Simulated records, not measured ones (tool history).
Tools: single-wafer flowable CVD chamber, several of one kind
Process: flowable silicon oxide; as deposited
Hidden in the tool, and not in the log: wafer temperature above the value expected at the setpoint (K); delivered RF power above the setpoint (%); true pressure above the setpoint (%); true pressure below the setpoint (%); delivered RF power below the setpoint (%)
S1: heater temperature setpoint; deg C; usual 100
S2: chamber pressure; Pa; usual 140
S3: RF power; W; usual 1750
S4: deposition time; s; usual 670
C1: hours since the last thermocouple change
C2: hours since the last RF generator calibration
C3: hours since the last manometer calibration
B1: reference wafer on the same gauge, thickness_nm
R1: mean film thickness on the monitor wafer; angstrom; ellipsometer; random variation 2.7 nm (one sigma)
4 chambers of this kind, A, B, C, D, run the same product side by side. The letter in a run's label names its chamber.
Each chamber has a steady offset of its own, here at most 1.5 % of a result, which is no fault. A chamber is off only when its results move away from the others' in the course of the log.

run   hour   S1   S2    S3   S4     C1      C2      C3      B1      R1
 1C    7.1  100  140  1750  670  808.7  2151.4  1276.1  450.54  5495.1
 2B   12.7  100  140  1750  670  573.9   808.0   630.3  449.92  5467.9
 3A   18.2  100  140  1750  670  478.7  1113.2   893.9  449.59  5560.8
 4D   25.9  100  140  1750  670  255.7  1526.3  2546.6  450.06  5586.4
 5B   35.3  100  140  1750  670  596.5   830.6   652.9  449.86  5511.1
 6A   42.5  100  140  1750  670  503.0  1137.5   918.2  449.34  5560.1
 7C   52.2  100  140  1750  670  853.8  2196.5  1321.2  449.84  5532.0
 8D   62.0  100  140  1750  670  291.8  1562.4  2582.7  450.02  5643.2
 9C   70.9  100  140  1750  670  872.5  2215.2  1339.9  449.87  5518.1
10D   80.7  115  140  1750  670  310.5  1581.1  2601.4  450.07  3407.7
11A   87.6  115  140  1750  670  548.1  1182.6   963.3  450.09  3433.2
12B   94.3  115  140  1750  670  655.5   889.6   711.9  450.07  3310.4
13A  101.0  115  140  1750  670  561.5  1196.0   976.7  450.02  3398.4
14B  110.4  100  140  1750  670  671.6   905.7   728.0  450.03  5454.7
15D  116.6  100  140  1750  670  346.4  1617.0  2637.3  450.31  5576.9
16C  121.2  100  140  1750  670  922.8  2265.5  1390.2  450.50  5404.0
17B  130.1  100  140  1750  670  691.3   925.4   747.7  450.31  5530.5
     131.9  -- chamber D: RF generator calibrated
18A  136.4  100  140  1750  670  596.9  1231.4  1012.1  449.70  5565.8
19D  143.0  100  140  1750  670  372.8    11.1  2663.7  449.58  5636.9
20C  152.4  100  140  1750  670  954.0  2296.7  1421.4  450.45  5337.5
21A  160.8   89  140  1750  670  621.3  1255.8  1036.5  450.21  8019.5
22D  166.1   89  140  1750  670  395.9    34.2  2686.8  449.85  8052.9
23C  173.8   89  140  1750  670  975.4  2318.1  1442.8  449.94  7755.7
24B  179.6   89  140  1750  670  740.8   974.9   797.2  449.50  7886.5
25A  187.8  105  140  1475  670  648.3  1282.8  1063.5  450.65  4503.1

What goes on in this fleet: one chamber off, a drifting gauge, or nothing beyond the chambers' own small offsets? Name the chamber and the cause, if any.

Chamber C drifts away from the others.
Cause: true pressure below the setpoint (%) = 3.17.
The log may not tell that from: wafer temperature above the value expected at the setpoint (K).

Here are 4 candidates for chamber C's next run, each the usual settings with a change, their results left as question marks. Which one brings its results back in line with what the others give on the usual settings?
In line means no further than this from the other chambers' mean on the usual settings: R1 95.0 angstrom
26C-1  194.8   99  141  1750  673                   ?
26C-2  194.8  101  139  1750  667                   ?
26C-3  194.8  100  131  1750  670                   ?
26C-4  194.8  100  148  1750  690                   ?

The other chambers' mean on the usual settings: R1 5549.2 angstrom
  run      R1
26C-1  5553.2
26C-2  5024.9
26C-3  4851.8
26C-4  5815.0
26C-1 brings the chamber back in line.
